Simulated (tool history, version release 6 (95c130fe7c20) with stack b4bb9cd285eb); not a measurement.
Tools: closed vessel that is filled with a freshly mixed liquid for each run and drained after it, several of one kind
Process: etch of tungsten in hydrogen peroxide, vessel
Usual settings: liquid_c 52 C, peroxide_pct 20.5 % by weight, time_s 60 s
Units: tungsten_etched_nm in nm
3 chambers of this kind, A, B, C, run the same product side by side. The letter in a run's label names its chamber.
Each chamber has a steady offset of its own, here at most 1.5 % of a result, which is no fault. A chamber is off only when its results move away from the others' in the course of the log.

run,hour,liquid_c,peroxide_pct,time_s,"read-back film thickness of the tungsten reference wafer, read on the same gauge (nm)",tungsten_etched_nm
1B,9.5,52,20.5,60,110,78.129
2A,16.9,52,20.5,60,110.03,79.004
3C,22.6,52,20.5,60,109.97,76.783
4A,31.3,52,20.5,60,110.03,77.879
# hour 35.5: chamber C: peroxide flow meter replaced
5C,36.6,42.5,20.5,45,110.03,32.135
6B,42.7,42.5,20.5,45,110.01,32.446
7B,50.1,42.5,20.5,45,109.98,32.547
8C,57.9,52,20.5,60,110.02,76.736
9A,66,52,20.5,60,110.02,78.956
10B,72.6,52,20.5,60,110.01,77.667
11C,77.2,52,20.5,60,110,77.861
12A,83.6,58.5,20.5,60,110,115.71
13B,92,58.5,20.5,60,110.03,113.17
14A,100.8,58.5,20.5,60,110,115.87
15C,107.6,52,20.5,60,110.02,76.748
16C,115.9,60,20.5,45,110,91.71
17A,124.5,60,20.5,45,110.02,94.628
18B,129.3,60,20.5,45,110,93.35
19C,134.9,52,25,60,110,83.592
20B,139.5,52,25,60,110,84.964
21A,147.2,52,25,60,110,86.474
22A,153,56,20.5,60,109.97,99.525
23B,160.8,56,20.5,60,110.01,98.579
24C,169,56,20.5,60,110.02,94.276
25C,177.2,52,20.5,60,110.02,75.087
26A,186.1,52,20.5,60,110,78.045
27B,190.7,52,20.5,60,109.99,76.567
28A,199.3,52,20.5,60,110,77.872

What goes on in this fleet: one chamber off, a drifting gauge, or nothing beyond the chambers' own small offsets? Name the chamber and the cause, if any.

Chamber C drifts away from the others.
Cause: peroxide weaker than its label (%) = 7.76.
The log may not tell that from: liquid colder than its thermometer reads (K); peroxide flow below the setpoint (%).

Here are 4 candidates for chamber C's next run, each the usual settings with a change, their results left as question marks. Which one brings its results back in line with what the others give on the usual settings?
In line means no further than this from the other chambers' mean on the usual settings: tungsten_etched_nm 1.7 nm
29C-1,206.4,52,21,60,,?
29C-2,206.4,52,18.5,60,,?
29C-3,206.4,52,22.5,60,,?
29C-4,206.4,52,20,60,,?

The other chambers' mean on the usual settings: tungsten_etched_nm 77.809 nm
run,tungsten_etched_nm
29C-1,75.23
29C-2,70.671
29C-3,77.837
29C-4,73.439
29C-3 brings the chamber back in line.

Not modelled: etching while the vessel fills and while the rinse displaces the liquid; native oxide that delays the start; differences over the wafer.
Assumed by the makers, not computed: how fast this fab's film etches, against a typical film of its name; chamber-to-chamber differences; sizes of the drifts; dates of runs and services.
